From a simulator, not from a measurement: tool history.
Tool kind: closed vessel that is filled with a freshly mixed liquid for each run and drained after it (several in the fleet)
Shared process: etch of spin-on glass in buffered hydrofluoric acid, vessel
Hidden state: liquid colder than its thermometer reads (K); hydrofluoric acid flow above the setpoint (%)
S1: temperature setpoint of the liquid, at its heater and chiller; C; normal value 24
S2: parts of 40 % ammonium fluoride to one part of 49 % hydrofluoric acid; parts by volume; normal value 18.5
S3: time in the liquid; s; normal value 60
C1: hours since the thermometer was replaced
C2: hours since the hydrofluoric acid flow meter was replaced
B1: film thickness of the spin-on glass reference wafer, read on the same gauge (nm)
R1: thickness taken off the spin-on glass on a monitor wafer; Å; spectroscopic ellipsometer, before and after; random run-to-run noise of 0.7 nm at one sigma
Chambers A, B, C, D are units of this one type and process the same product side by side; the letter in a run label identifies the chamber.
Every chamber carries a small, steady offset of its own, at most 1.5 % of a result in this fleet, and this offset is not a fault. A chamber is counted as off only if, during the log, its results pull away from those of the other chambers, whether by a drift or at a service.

run   hour  S1    S2  S3      C1      C2      B1      R1
 1C    4.6  24  18.5  60   650.1   766.5      70  875.77
 2A    7.7  24  18.5  60  2204.5   981.9  70.004   859.4
 3B   12.7  24  18.5  60     327   614.6  70.004  844.91
 4D   15.9  24  18.5  60  1009.7   453.4   70.02   876.7
 5A   19.8  24  18.5  60  2216.6     994  70.008  868.81
 6C     23  24  18.5  60   668.5   784.9  69.996  876.35
      26.1  -- chamber D: thermometer replaced
 7B   28.8  24  18.5  60   343.1   630.7  69.998  847.83
 8D   34.4  24  18.5  60     8.3   471.9  70.022  870.89
 9A   39.2  24  18.5  60    2236  1013.4  69.974  874.22
10D   43.2  24  18.5  60    17.1   480.7  70.006  882.54
11C   49.9  24  18.5  60   695.4   811.8      70  863.53
12B   55.4  24  18.5  60   369.7   657.3  70.003  855.89
13A   60.3  24  18.5  45  2257.1  1034.5  70.007  648.71
        65  -- chamber A: hydrofluoric acid flow meter replaced
14C   66.2  24  18.5  45   711.7   828.1  70.006  649.84
15B   69.5  24  18.5  45   383.8   671.4  70.014  638.79
16D   75.9  24  18.5  45    49.8   513.4  69.988  657.63
17D   82.4  24  18.5  60    56.3   519.9  70.002   870.9
18A   87.9  24  18.5  60  2284.7      23  70.013   858.7
19B   94.3  24  18.5  60   408.6   696.2  70.002  856.36
20C   98.8  24  18.5  60   744.3   860.7  70.004  864.04
21D    105  24  18.5  60    78.9   542.5  70.023  865.77
22B  110.3  21  18.5  35   424.6   712.2  69.999  420.87
23C  117.2  21  18.5  35   762.7   879.1  70.003  427.78
24A  120.9  21  18.5  35  2317.7      56  69.985   422.4
25D    125  21  18.5  35    98.9   562.5  69.979  427.05
26A  130.4  24  18.5  60  2327.2    65.5  70.019  857.81
27B  136.6  24  18.5  60   450.9   738.5  70.019  855.46
28C    143  21  18.5  60   788.5   904.9  69.978  740.74
29D  149.4  21  18.5  60   123.3   586.9  69.999   736.5
30C  152.7  21  18.5  60   798.2   914.6  69.999  735.16
31B  158.8  21  18.5  60   473.1   760.7  69.991  715.72
32A  163.2  24  18.5  60    2360    98.3   69.99  859.33
33C    167  24  18.5  60   812.5   928.9  69.999  862.85
34B  172.5  24  18.5  60   486.8   774.4  69.989  851.83
35A  178.6  24  18.5  85  2375.4   113.7  69.991  1231.8
36D  182.5  24  18.5  85   156.4     620  69.999  1222.5
37C    186  24  18.5  85   831.5   947.9  70.011  1226.3

Each of the 4 chambers runs these same settings next. Fill in every chamber's results:
38A   191  24  22.5  60               ?
38B   191  24  22.5  60               ?
38C   191  24  22.5  60               ?
38D   191  24  22.5  60               ?

run      R1
38A  751.24
38B  728.26
38C   751.6
38D  741.45

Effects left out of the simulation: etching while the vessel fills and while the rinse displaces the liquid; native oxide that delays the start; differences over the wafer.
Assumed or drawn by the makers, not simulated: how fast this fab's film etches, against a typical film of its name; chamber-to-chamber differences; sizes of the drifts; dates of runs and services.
